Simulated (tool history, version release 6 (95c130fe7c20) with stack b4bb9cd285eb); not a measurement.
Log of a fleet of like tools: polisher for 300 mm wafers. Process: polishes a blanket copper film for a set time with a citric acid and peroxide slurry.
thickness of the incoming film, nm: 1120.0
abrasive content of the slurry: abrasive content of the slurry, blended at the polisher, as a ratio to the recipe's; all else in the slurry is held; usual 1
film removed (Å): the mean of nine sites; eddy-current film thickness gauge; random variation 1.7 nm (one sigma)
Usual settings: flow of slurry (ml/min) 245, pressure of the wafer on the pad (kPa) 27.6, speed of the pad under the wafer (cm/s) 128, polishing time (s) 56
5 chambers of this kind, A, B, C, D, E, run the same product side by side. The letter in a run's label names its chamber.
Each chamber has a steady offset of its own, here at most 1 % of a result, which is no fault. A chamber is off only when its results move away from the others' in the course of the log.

run	hour	flow of slurry (ml/min)	pressure of the wafer on the pad (kPa)	speed of the pad under the wafer (cm/s)	abrasive content of the slurry	polishing time (s)	film removed (Å)
# hour 6.5: chamber C: slurry blender recalibrated
1D	10.9	245	27.6	128	1	56	1991
# hour 11.6: chamber B: slurry nozzle cleaned
2B	24.9	245	27.6	128	1	56	2039.2
# hour 25.4: chamber E: worn pad replaced by a new one
3C	38.6	245	27.6	128	1	56	1998.9
# hour 46.1: chamber D: worn pad replaced by a new one
4E	49.6	245	27.6	128	1	56	2003.9
5A	59.9	245	27.6	128	1	56	1991.3
# hour 65.4: chamber A: worn pad replaced by a new one
6B	72.8	245	27.6	160	1	56	2455.3
# hour 82: chamber A: slurry blender recalibrated
7C	84.5	245	27.6	160	1	56	2491.1
# hour 88.4: chamber B: worn pad replaced by a new one
8A	91.8	245	27.6	160	1	56	2501
# hour 99: chamber C: worn pad replaced by a new one
9D	102.6	245	27.6	160	1	56	2517
10E	115	245	27.6	160	1	56	2530.8
11D	123.1	245	27.6	128	1	56	1981.2
# hour 124.8: chamber D: worn pad replaced by a new one
# hour 127.2: chamber C: head pressure recalibrated
# hour 130.4: chamber C: slurry blender recalibrated
12A	138.6	245	27.6	128	0.9	56	1966.5
# hour 142.5: chamber E: worn pad replaced by a new one
13B	151.5	245	27.6	128	0.9	56	1982.4
# hour 157: chamber B: slurry blender recalibrated
14C	158.8	245	27.6	128	0.9	56	1761.8
15E	166.3	245	27.6	128	0.9	56	1946.8
16C	174	245	27.6	128	0.9	56	1763.3
17A	188	245	27.6	128	1	56	1974.8
# hour 193.5: chamber A: worn pad replaced by a new one
# hour 200.7: chamber C: worn pad replaced by a new one
18B	200.7	245	27.6	128	1	56	1994
# hour 208.2: chamber A: slurry blender recalibrated
# hour 208.6: chamber B: worn pad replaced by a new one
# hour 211.8: chamber D: worn pad replaced by a new one
19D	216.7	245	27.6	128	1	56	1987.1
# hour 219.1: chamber D: slurry blender recalibrated
20E	230.8	245	22.1	128	1	44	1237.9
# hour 232: chamber E: slurry nozzle cleaned
# hour 238: chamber C: slurry blender recalibrated
# hour 239.5: chamber D: head pressure recalibrated
21A	244.8	245	22.1	128	1	44	1249.2
# hour 245.6: chamber E: head pressure recalibrated
# hour 254.8: chamber E: worn pad replaced by a new one
22C	258.1	245	22.1	128	1	44	1125.4
23B	268.7	245	22.1	128	1	44	1249
24D	275.9	245	22.1	128	1	44	1280.6
25E	283.3	245	27.6	128	1	56	1990
# hour 283.9: chamber E: slurry blender recalibrated
26A	291.8	245	27.6	128	1	56	2016.7
# hour 299: chamber D: worn pad replaced by a new one
# hour 299: chamber C: worn pad replaced by a new one
27D	300.7	300	27.6	128	0.9	56	2023.1
28B	312.9	300	27.6	128	0.9	56	2015.7
29E	320.2	300	27.6	128	0.9	56	1992.2
30C	332	300	27.6	128	0.9	56	1796.8
31E	348.3	300	27.6	128	0.9	56	1990.9

What goes on in this fleet: one chamber off, a drifting gauge, or nothing beyond the chambers' own small offsets? Name the chamber and the cause, if any.

A service left chamber C off against the others.
Cause: head's pressure below its setpoint, % = 9.66.

Here are 4 candidates for chamber C's next run, each the usual settings with a change, their results left as question marks. Which one brings its results back in line with what the others give on the usual settings?
In line means no further than this from the other chambers' mean on the usual settings: film removed (Å) 59
32C-1	360.1	250	27.6	128	1	66	?
32C-2	360.1	245	27.6	114	1	56	?
32C-3	360.1	245	27.6	118	1	51	?
32C-4	360.1	245	31	128	1	56	?

The other chambers' mean on the usual settings: film removed (Å) 1998.3
run	film removed (Å)
32C-1	2118.8
32C-2	1603.6
32C-3	1509.9
32C-4	2014.1
32C-4 brings the chamber back in line.
